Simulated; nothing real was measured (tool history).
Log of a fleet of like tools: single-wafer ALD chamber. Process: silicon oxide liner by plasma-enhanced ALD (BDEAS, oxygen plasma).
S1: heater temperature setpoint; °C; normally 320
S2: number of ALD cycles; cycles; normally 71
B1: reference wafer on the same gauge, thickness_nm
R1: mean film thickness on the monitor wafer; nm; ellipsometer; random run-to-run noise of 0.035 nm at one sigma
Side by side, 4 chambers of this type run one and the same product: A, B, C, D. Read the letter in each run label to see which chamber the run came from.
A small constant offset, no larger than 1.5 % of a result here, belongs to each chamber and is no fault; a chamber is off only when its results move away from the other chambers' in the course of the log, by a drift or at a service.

run,hour,S1,S2,B1,R1
1C,5.9,320,71,7.2302,6.4800
2D,14.4,320,71,7.2108,6.4140
# hour 22.2: chamber C: thermocouple changed; heater temperature recalibrated
3B,22.2,320,71,7.2101,6.4223
4A,27.5,320,71,7.2199,6.3711
5A,35.8,320,71,7.2145,6.3605
6C,40.6,320,71,7.2294,6.4764
7D,49.0,320,71,7.2163,6.4224
8B,54.5,306,59,7.2141,5.4945
9C,62.4,306,59,7.2273,5.5724
10D,69.0,306,59,7.2295,5.4753
11A,73.4,306,59,7.2143,5.4177
12B,80.4,320,71,7.2292,6.4629
13A,84.7,320,71,7.2180,6.4340
14C,89.2,320,71,7.2219,6.5008
15B,96.0,320,71,7.2165,6.4620
16D,103.7,320,71,7.2178,6.4625
17C,108.0,320,71,7.2172,6.4909
18D,116.0,320,71,7.2181,6.4572
19A,122.7,320,71,7.2213,6.4007
20B,128.3,320,71,7.2236,6.4336
21C,136.5,320,71,7.2175,6.4989
22B,144.0,320,71,7.2276,6.4494
23A,151.4,320,71,7.2242,6.4028
24D,158.0,320,71,7.2184,6.3796
25B,164.8,320,71,7.2155,6.4611
26A,169.8,308,65,7.2169,5.9753
27C,177.6,308,65,7.2260,6.0738
28D,181.9,308,65,7.2223,6.0108
29C,190.3,308,65,7.2201,6.1275
30A,194.2,320,71,7.2214,6.4376
31D,199.6,312,77,7.2179,7.0282
32B,203.4,312,77,7.2169,7.0658
33A,210.0,312,77,7.2149,7.0089
34C,218.5,312,77,7.2194,7.0792
35B,225.9,320,71,7.2144,6.4693
36D,230.2,320,71,7.2256,6.3388
37B,236.8,320,71,7.2149,6.5090
38C,242.1,320,71,7.2277,6.4288
39D,247.0,320,71,7.2203,6.4150
40A,255.0,320,71,7.2178,6.4337
41D,262.9,320,71,7.2279,6.4432

Next, every chamber runs the same settings. What will each give?
42A,269.1,320,71,,?
42B,269.1,320,71,,?
42C,269.1,320,71,,?
42D,269.1,320,71,,?

run,R1
42A,6.4539
42B,6.4989
42C,6.5213
42D,6.3798

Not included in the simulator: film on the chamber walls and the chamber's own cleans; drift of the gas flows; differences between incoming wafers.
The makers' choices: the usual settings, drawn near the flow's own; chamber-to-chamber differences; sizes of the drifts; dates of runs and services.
